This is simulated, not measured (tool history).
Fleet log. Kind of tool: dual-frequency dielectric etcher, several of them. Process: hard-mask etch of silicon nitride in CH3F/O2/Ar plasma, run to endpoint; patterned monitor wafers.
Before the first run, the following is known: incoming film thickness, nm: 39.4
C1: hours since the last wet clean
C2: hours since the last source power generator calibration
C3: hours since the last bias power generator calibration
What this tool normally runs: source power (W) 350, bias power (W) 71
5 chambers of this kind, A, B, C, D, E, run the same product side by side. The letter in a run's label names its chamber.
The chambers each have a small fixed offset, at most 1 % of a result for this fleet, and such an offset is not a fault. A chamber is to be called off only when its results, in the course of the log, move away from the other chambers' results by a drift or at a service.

run 1B day=0.4 | source_power_(W)=350 bias_power_(W)=71 | C1=316.8 C2=13 C3=1808.7 | endpoint_time_(s)=60.56
run 2D day=0.6 | source_power_(W)=350 bias_power_(W)=71 | C1=560.8 C2=1994.4 C3=1131.8 | endpoint_time_(s)=60.384
run 3E day=0.788 | source_power_(W)=350 bias_power_(W)=71 | C1=211.7 C2=2183.7 C3=1118.6 | endpoint_time_(s)=60.724
run 4A day=1.071 | source_power_(W)=350 bias_power_(W)=71 | C1=267.4 C2=2339.8 C3=585.9 | endpoint_time_(s)=60.724
run 5C day=1.317 | source_power_(W)=440 bias_power_(W)=80 | C1=332.7 C2=1105.4 C3=576.1 | endpoint_time_(s)=52.72
run 6D day=1.625 | source_power_(W)=440 bias_power_(W)=80 | C1=585.4 C2=2019 C3=1156.4 | endpoint_time_(s)=52.56
run 7B day=1.925 | source_power_(W)=440 bias_power_(W)=80 | C1=353.4 C2=49.6 C3=1845.3 | endpoint_time_(s)=53.458
-- day=2.246 chamber D: wet clean of the chamber
run 8E day=2.246 | source_power_(W)=440 bias_power_(W)=80 | C1=246.7 C2=2218.7 C3=1153.6 | endpoint_time_(s)=53.218
run 9A day=2.525 | source_power_(W)=440 bias_power_(W)=80 | C1=302.3 C2=2374.7 C3=620.8 | endpoint_time_(s)=53.568
run 10C day=2.917 | source_power_(W)=350 bias_power_(W)=71 | C1=371.1 C2=1143.8 C3=614.5 | endpoint_time_(s)=60.378
run 11A day=3.221 | source_power_(W)=390 bias_power_(W)=59 | C1=319 C2=2391.4 C3=637.5 | endpoint_time_(s)=61.822
-- day=3.396 chamber B: wet clean of the chamber
run 12D day=3.417 | source_power_(W)=390 bias_power_(W)=59 | C1=28.2 C2=2062 C3=1199.4 | endpoint_time_(s)=61.323
run 13E day=3.633 | source_power_(W)=390 bias_power_(W)=59 | C1=280 C2=2252 C3=1186.9 | endpoint_time_(s)=61.688
run 14C day=3.917 | source_power_(W)=390 bias_power_(W)=59 | C1=395.1 C2=1167.8 C3=638.5 | endpoint_time_(s)=61.439
run 15B day=4.262 | source_power_(W)=390 bias_power_(W)=59 | C1=20.8 C2=105.7 C3=1901.4 | endpoint_time_(s)=62.216
run 16C day=4.596 | source_power_(W)=350 bias_power_(W)=71 | C1=411.4 C2=1184.1 C3=654.8 | endpoint_time_(s)=59.991
run 17B day=4.925 | source_power_(W)=400 bias_power_(W)=71 | C1=36.7 C2=121.6 C3=1917.3 | endpoint_time_(s)=58.061
run 18E day=5.275 | source_power_(W)=400 bias_power_(W)=71 | C1=319.4 C2=2291.4 C3=1226.3 | endpoint_time_(s)=57.725
run 19A day=5.471 | source_power_(W)=400 bias_power_(W)=71 | C1=373 C2=2445.4 C3=691.5 | endpoint_time_(s)=57.722
run 20D day=5.783 | source_power_(W)=400 bias_power_(W)=71 | C1=85 C2=2118.8 C3=1256.2 | endpoint_time_(s)=57.018
run 21B day=6.05 | source_power_(W)=400 bias_power_(W)=71 | C1=63.7 C2=148.6 C3=1944.3 | endpoint_time_(s)=57.352
-- day=6.112 chamber B: bias power generator calibrated
run 22C day=6.267 | source_power_(W)=350 bias_power_(W)=71 | C1=451.5 C2=1224.2 C3=694.9 | endpoint_time_(s)=60.052
run 23D day=6.525 | source_power_(W)=350 bias_power_(W)=71 | C1=102.8 C2=2136.6 C3=1274 | endpoint_time_(s)=60.097
run 24A day=6.925 | source_power_(W)=350 bias_power_(W)=76 | C1=407.9 C2=2480.3 C3=726.4 | endpoint_time_(s)=58.951
run 25E day=7.267 | source_power_(W)=350 bias_power_(W)=76 | C1=367.2 C2=2339.2 C3=1274.1 | endpoint_time_(s)=59.176
run 26C day=7.546 | source_power_(W)=350 bias_power_(W)=76 | C1=482.2 C2=1254.9 C3=725.6 | endpoint_time_(s)=58.987
-- day=7.571 chamber E: wet clean of the chamber
-- day=7.692 chamber C: wet clean of the chamber
run 27B day=7.754 | source_power_(W)=350 bias_power_(W)=76 | C1=104.6 C2=189.5 C3=39.5 | endpoint_time_(s)=59.332
run 28A day=7.962 | source_power_(W)=350 bias_power_(W)=76 | C1=432.8 C2=2505.2 C3=751.3 | endpoint_time_(s)=59.409
-- day=8.196 chamber A: wet clean of the chamber
run 29D day=8.333 | source_power_(W)=350 bias_power_(W)=71 | C1=146.2 C2=2180 C3=1317.4 | endpoint_time_(s)=60.134
run 30E day=8.75 | source_power_(W)=350 bias_power_(W)=71 | C1=28.4 C2=2374.8 C3=1309.7 | endpoint_time_(s)=60.77
run 31A day=9.029 | source_power_(W)=350 bias_power_(W)=71 | C1=20.1 C2=2530.8 C3=776.9 | endpoint_time_(s)=60.553
run 32C day=9.292 | source_power_(W)=350 bias_power_(W)=71 | C1=38.4 C2=1296.8 C3=767.5 | endpoint_time_(s)=59.922
run 33B day=9.496 | source_power_(W)=350 bias_power_(W)=71 | C1=146.4 C2=231.3 C3=81.3 | endpoint_time_(s)=60.737
run 34E day=9.896 | source_power_(W)=350 bias_power_(W)=71 | C1=55.9 C2=2402.3 C3=1337.2 | endpoint_time_(s)=61.091
run 35D day=10.096 | source_power_(W)=380 bias_power_(W)=57 | C1=188.5 C2=2222.3 C3=1359.7 | endpoint_time_(s)=62.605
-- day=10.333 chamber E: source power generator calibrated
run 36A day=10.45 | source_power_(W)=380 bias_power_(W)=57 | C1=54.2 C2=2564.9 C3=811 | endpoint_time_(s)=63.455
run 37E day=10.783 | source_power_(W)=380 bias_power_(W)=57 | C1=77.2 C2=10.9 C3=1358.5 | endpoint_time_(s)=63.235
run 38C day=11.058 | source_power_(W)=380 bias_power_(W)=57 | C1=80.8 C2=1339.2 C3=809.9 | endpoint_time_(s)=62.827
run 39D day=11.271 | source_power_(W)=380 bias_power_(W)=57 | C1=216.7 C2=2250.5 C3=1387.9 | endpoint_time_(s)=62.354

For the next run the whole fleet of 5 chambers uses the same settings. Give each chamber's results:
run 40A day=11.579 | source_power_(W)=350 bias_power_(W)=71 | endpoint_time_(s)=?
run 40B day=11.579 | source_power_(W)=350 bias_power_(W)=71 | endpoint_time_(s)=?
run 40C day=11.579 | source_power_(W)=350 bias_power_(W)=71 | endpoint_time_(s)=?
run 40D day=11.579 | source_power_(W)=350 bias_power_(W)=71 | endpoint_time_(s)=?
run 40E day=11.579 | source_power_(W)=350 bias_power_(W)=71 | endpoint_time_(s)=?

run=40A endpoint_time_(s)=60.78
run=40B endpoint_time_(s)=60.954
run=40C endpoint_time_(s)=59.995
run=40D endpoint_time_(s)=59.919
run=40E endpoint_time_(s)=60.686
